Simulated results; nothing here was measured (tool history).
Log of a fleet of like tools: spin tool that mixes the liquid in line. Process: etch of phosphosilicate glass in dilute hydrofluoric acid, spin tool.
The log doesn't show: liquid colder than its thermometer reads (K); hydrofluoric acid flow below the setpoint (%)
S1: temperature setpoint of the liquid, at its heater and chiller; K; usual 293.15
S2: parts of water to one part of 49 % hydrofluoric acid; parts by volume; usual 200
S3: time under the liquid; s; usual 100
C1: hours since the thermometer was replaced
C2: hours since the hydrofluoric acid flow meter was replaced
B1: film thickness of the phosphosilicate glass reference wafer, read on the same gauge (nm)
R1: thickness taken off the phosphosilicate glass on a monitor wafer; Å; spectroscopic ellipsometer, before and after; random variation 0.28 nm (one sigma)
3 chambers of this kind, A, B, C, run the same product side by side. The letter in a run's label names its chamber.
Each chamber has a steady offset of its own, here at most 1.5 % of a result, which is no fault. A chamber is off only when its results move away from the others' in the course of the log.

| run | hour | S1 | S2 | S3 | C1 | C2 | B1 | R1 |
|---|---|---|---|---|---|---|---|---|
|  | 0.5 | chamber A: hydrofluoric acid flow meter replaced |
| 1B | 3.4 | 293.15 | 200 | 100 | 455.9 | 656 | 50.007 | 290.19 |
| 2A | 5.6 | 293.15 | 200 | 100 | 1685.8 | 5.1 | 49.977 | 289.05 |
| 3C | 10.2 | 293.15 | 200 | 100 | 2659.5 | 1052.5 | 50.01 | 289.84 |
| 4C | 14.4 | 293.15 | 200 | 100 | 2663.7 | 1056.7 | 50.027 | 293.29 |
| 5A | 16.7 | 293.15 | 200 | 100 | 1696.9 | 16.2 | 49.984 | 284.57 |
| 6B | 20.7 | 297.65 | 200 | 140 | 473.2 | 673.3 | 49.988 | 484.34 |
| 7C | 24.9 | 297.65 | 200 | 140 | 2674.2 | 1067.2 | 50.019 | 479.8 |
| 8A | 28 | 297.65 | 200 | 140 | 1708.2 | 27.5 | 49.996 | 475.92 |
| 9B | 31.2 | 293.15 | 200 | 100 | 483.7 | 683.8 | 50.021 | 292.39 |
| 10A | 35.2 | 293.15 | 200 | 100 | 1715.4 | 34.7 | 50.01 | 287.76 |
| 11C | 39.7 | 293.15 | 200 | 100 | 2689 | 1082 | 49.962 | 293 |
| 12B | 43.2 | 293.15 | 200 | 100 | 495.7 | 695.8 | 49.985 | 287.49 |
| 13B | 47 | 293.15 | 130 | 100 | 499.5 | 699.6 | 49.989 | 482.91 |
| 14A | 50.4 | 293.15 | 130 | 100 | 1730.6 | 49.9 | 49.986 | 480.52 |
| 15C | 54.8 | 293.15 | 130 | 100 | 2704.1 | 1097.1 | 50.01 | 474.06 |
| 16B | 57.7 | 293.15 | 200 | 100 | 510.2 | 710.3 | 49.962 | 288.99 |
| 17C | 60.9 | 293.15 | 200 | 100 | 2710.2 | 1103.2 | 50.004 | 293.06 |
| 18A | 64.9 | 293.15 | 200 | 100 | 1745.1 | 64.4 | 50.006 | 283.7 |
| 19B | 68.9 | 293.15 | 200 | 100 | 521.4 | 721.5 | 50.006 | 282.3 |
| 20A | 73.2 | 293.15 | 200 | 100 | 1753.4 | 72.7 | 50.012 | 289.52 |
| 21C | 75.9 | 293.15 | 200 | 100 | 2725.2 | 1118.2 | 49.975 | 288.28 |
| 22A | 78.1 | 293.15 | 200 | 100 | 1758.3 | 77.6 | 49.991 | 285.9 |
| 23B | 81.6 | 293.15 | 200 | 100 | 534.1 | 734.2 | 50.016 | 285.93 |
| 24C | 86.1 | 293.15 | 200 | 100 | 2735.4 | 1128.4 | 49.999 | 290.59 |
| 25B | 88.9 | 293.15 | 200 | 100 | 541.4 | 741.5 | 50.025 | 284.63 |
| 26C | 92.9 | 293.15 | 200 | 100 | 2742.2 | 1135.2 | 50.01 | 289.24 |
| 27A | 95.7 | 293.15 | 200 | 100 | 1775.9 | 95.2 | 50.006 | 289.07 |
| 28C | 100.2 | 293.15 | 200 | 100 | 2749.5 | 1142.5 | 49.983 | 287.27 |
|  | 102.1 | chamber C: thermometer replaced |
| 29A | 103.3 | 293.15 | 200 | 100 | 1783.5 | 102.8 | 50.024 | 289.26 |
| 30B | 107 | 296.65 | 200 | 65 | 559.5 | 759.6 | 50.029 | 204.66 |
| 31C | 110.8 | 296.65 | 200 | 65 | 8.7 | 1153.1 | 50.018 | 215.92 |
| 32B | 115.3 | 296.65 | 200 | 65 | 567.8 | 767.9 | 49.996 | 205.3 |
| 33A | 117.9 | 293.15 | 200 | 100 | 1798.1 | 117.4 | 49.982 | 286.65 |
| 34C | 122.1 | 293.15 | 200 | 100 | 20 | 1164.4 | 50.007 | 288.67 |
| 35A | 125 | 295.15 | 165 | 100 | 1805.2 | 124.5 | 50.036 | 393.93 |
| 36B | 127.2 | 295.15 | 165 | 100 | 579.7 | 779.8 | 50.018 | 368.4 |

What goes on in this fleet: one chamber off, a drifting gauge, or nothing beyond the chambers' own small offsets? Name the chamber and the cause, if any.

Chamber B drifts away from the others.
Cause: liquid colder than its thermometer reads (K) = 1.88.
The log may not tell that from: hydrofluoric acid flow below the setpoint (%).

Here are 4 candidates for chamber B's next run, each the usual settings with a change, their results left as question marks. Which one brings its results back in line with what the others give on the usual settings?
In line means no further than this from the other chambers' mean on the usual settings: R1 9.6 Å
| 37B-1 | 130.5 | 293.15 | 205 | 100 |  |  |  | ? |
| 37B-2 | 130.5 | 293.15 | 195 | 105 |  |  |  | ? |
| 37B-3 | 130.5 | 293.65 | 200 | 100 |  |  |  | ? |
| 37B-4 | 130.5 | 293.15 | 215 | 100 |  |  |  | ? |

The other chambers' mean on the usual settings: R1 290.87 Å
| run | R1 |
|---|---|
| 37B-1 | 261.68 |
| 37B-2 | 291.84 |
| 37B-3 | 275.05 |
| 37B-4 | 247 |
37B-2 brings the chamber back in line.

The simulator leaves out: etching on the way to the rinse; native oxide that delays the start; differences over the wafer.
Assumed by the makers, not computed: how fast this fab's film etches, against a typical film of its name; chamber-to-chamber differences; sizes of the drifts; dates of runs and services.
